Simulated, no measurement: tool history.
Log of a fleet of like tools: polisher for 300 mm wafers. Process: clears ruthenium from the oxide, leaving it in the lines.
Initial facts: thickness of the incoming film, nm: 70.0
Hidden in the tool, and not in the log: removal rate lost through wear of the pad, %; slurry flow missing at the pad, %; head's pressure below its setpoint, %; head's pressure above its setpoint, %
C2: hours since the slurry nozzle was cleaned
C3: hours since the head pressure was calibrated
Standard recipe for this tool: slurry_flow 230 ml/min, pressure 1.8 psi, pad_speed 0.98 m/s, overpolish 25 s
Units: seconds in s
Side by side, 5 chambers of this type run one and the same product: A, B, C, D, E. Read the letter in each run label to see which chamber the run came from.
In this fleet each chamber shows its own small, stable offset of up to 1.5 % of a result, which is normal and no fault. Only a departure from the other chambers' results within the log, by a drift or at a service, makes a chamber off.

At hour 4.7: chamber D: worn pad replaced by a new one.
Run 1C, hour 12.7: usual settings; wafers polished on this pad 385; C2 180.7; C3 757.5. Result: seconds 86.640 s.
At hour 18.2: chamber A: worn pad replaced by a new one.
At hour 19.6: chamber B: worn pad replaced by a new one.
Run 2A, hour 26.7: usual settings; wafers polished on this pad 51; C2 134.1; C3 107.8. Result: seconds 87.027 s.
Run 3B, hour 39.6: usual settings; wafers polished on this pad 122; C2 225.2; C3 122.0. Result: seconds 89.969 s.
Run 4D, hour 50.3: usual settings; wafers polished on this pad 278; C2 207.7; C3 1091.6. Result: seconds 87.783 s.
Run 5E, hour 59.8: usual settings; wafers polished on this pad 1356; C2 336.0; C3 221.4. Result: seconds 86.554 s.
Run 6B, hour 68.5: usual settings; wafers polished on this pad 298; C2 254.1; C3 150.9. Result: seconds 87.978 s.
At hour 74.4: chamber C: slurry nozzle cleaned.
Run 7E, hour 81.3: usual settings; wafers polished on this pad 1487; C2 357.5; C3 242.9. Result: seconds 86.882 s.
At hour 85.8: chamber E: worn pad replaced by a new one.
Run 8A, hour 94.0: usual settings; wafers polished on this pad 462; C2 201.4; C3 175.1. Result: seconds 88.208 s.
Run 9C, hour 104.1: usual settings; wafers polished on this pad 943; C2 29.8; C3 848.9. Result: seconds 86.444 s.
Run 10D, hour 117.0: usual settings; wafers polished on this pad 684; C2 274.4; C3 1158.3. Result: seconds 90.635 s.
Run 11E, hour 129.6: usual settings; wafers polished on this pad 267; C2 405.8; C3 291.2. Result: seconds 85.878 s.
At hour 136.2: chamber A: worn pad replaced by a new one.
At hour 137.7: chamber C: worn pad replaced by a new one.
Run 12A, hour 143.1: usual settings; wafers polished on this pad 42; C2 250.5; C3 224.2. Result: seconds 89.102 s.
Run 13B, hour 151.9: usual settings but slurry_flow 285 ml/min, pressure 1.4 psi; wafers polished on this pad 807; C2 337.5; C3 234.3. Result: seconds 112.140 s.
At hour 159.6: chamber B: worn pad replaced by a new one.
Run 14C, hour 162.4: usual settings but slurry_flow 285 ml/min, pressure 1.4 psi; wafers polished on this pad 151; C2 88.1; C3 907.2. Result: seconds 110.280 s.
Run 15D, hour 175.6: usual settings but slurry_flow 285 ml/min, pressure 1.4 psi; wafers polished on this pad 1042; C2 333.0; C3 1216.9. Result: seconds 109.180 s.
Run 16C, hour 183.2: usual settings but slurry_flow 285 ml/min, pressure 1.4 psi; wafers polished on this pad 277; C2 108.9; C3 928.0. Result: seconds 108.830 s.
Run 17E, hour 192.7: usual settings but slurry_flow 285 ml/min, pressure 1.4 psi; wafers polished on this pad 652; C2 468.9; C3 354.3. Result: seconds 112.560 s.
Run 18A, hour 204.3: usual settings but slurry_flow 260 ml/min, overpolish 32 s; wafers polished on this pad 415; C2 311.7; C3 285.4. Result: seconds 85.654 s.
Run 19D, hour 218.5: usual settings but slurry_flow 260 ml/min, overpolish 32 s; wafers polished on this pad 1304; C2 375.9; C3 1259.8. Result: seconds 86.180 s.
Run 20B, hour 225.5: usual settings but slurry_flow 260 ml/min, overpolish 32 s; wafers polished on this pad 402; C2 411.1; C3 307.9. Result: seconds 91.639 s.
Run 21E, hour 237.2: usual settings but slurry_flow 260 ml/min, overpolish 32 s; wafers polished on this pad 923; C2 513.4; C3 398.8. Result: seconds 88.081 s.
Run 22C, hour 243.8: usual settings but slurry_flow 260 ml/min, overpolish 32 s; wafers polished on this pad 647; C2 169.5; C3 988.6. Result: seconds 86.478 s.
Run 23B, hour 258.1: usual settings; wafers polished on this pad 601; C2 443.7; C3 340.5. Result: seconds 94.322 s.
At hour 259.0: chamber A: slurry nozzle cleaned.
At hour 263.9: chamber D: worn pad replaced by a new one.
At hour 268.5: chamber A: worn pad replaced by a new one.
Run 24A, hour 270.9: usual settings; wafers polished on this pad 14; C2 12.0; C3 352.0. Result: seconds 86.136 s.
At hour 279.4: chamber B: worn pad replaced by a new one.
Run 25D, hour 284.4: usual settings; wafers polished on this pad 125; C2 441.8; C3 1325.7. Result: seconds 87.426 s.
At hour 291.0: chamber E: slurry nozzle cleaned.
Run 26B, hour 296.9: usual settings; wafers polished on this pad 106; C2 482.5; C3 379.3. Result: seconds 92.850 s.
At hour 298.1: chamber C: slurry nozzle cleaned.
Run 27C, hour 303.3: usual settings; wafers polished on this pad 1010; C2 5.3; C3 1048.1. Result: seconds 86.116 s.
Run 28A, hour 313.0: usual settings; wafers polished on this pad 271; C2 54.1; C3 394.1. Result: seconds 89.513 s.
At hour 315.3: chamber E: worn pad replaced by a new one.
Run 29D, hour 326.7: usual settings; wafers polished on this pad 383; C2 484.1; C3 1368.0. Result: seconds 87.549 s.
Run 30E, hour 335.4: usual settings; wafers polished on this pad 123; C2 44.4; C3 497.0. Result: seconds 88.674 s.
At hour 342.6: chamber C: worn pad replaced by a new one.
At hour 342.6: chamber E: head pressure recalibrated.
Run 31C, hour 345.5: usual settings; wafers polished on this pad 17; C2 47.5; C3 1090.3. Result: seconds 88.594 s.
At hour 346.5: chamber D: head pressure recalibrated.
Run 32A, hour 353.0: usual settings; wafers polished on this pad 515; C2 94.1; C3 434.1. Result: seconds 87.006 s.
Run 33E, hour 366.5: usual settings; wafers polished on this pad 312; C2 75.5; C3 23.9. Result: seconds 86.479 s.
Run 34B, hour 375.4: usual settings; wafers polished on this pad 585; C2 561.0; C3 457.8. Result: seconds 97.657 s.
Run 35D, hour 383.3: usual settings; wafers polished on this pad 728; C2 540.7; C3 36.8. Result: seconds 88.878 s.
Run 36C, hour 391.8: usual settings; wafers polished on this pad 300; C2 93.8; C3 1136.6. Result: seconds 85.086 s.

Next, every chamber runs the same settings. What will each give?
Run 37A, hour 402.4: usual settings but overpolish 34 s. Result: seconds ?.
Run 37B, hour 402.4: usual settings but overpolish 34 s. Result: seconds ?.
Run 37C, hour 402.4: usual settings but overpolish 34 s. Result: seconds ?.
Run 37D, hour 402.4: usual settings but overpolish 34 s. Result: seconds ?.
Run 37E, hour 402.4: usual settings but overpolish 34 s. Result: seconds ?.

run  seconds
37A   87.715
37B  102.260
37C   88.345
37D   89.703
37E   85.997
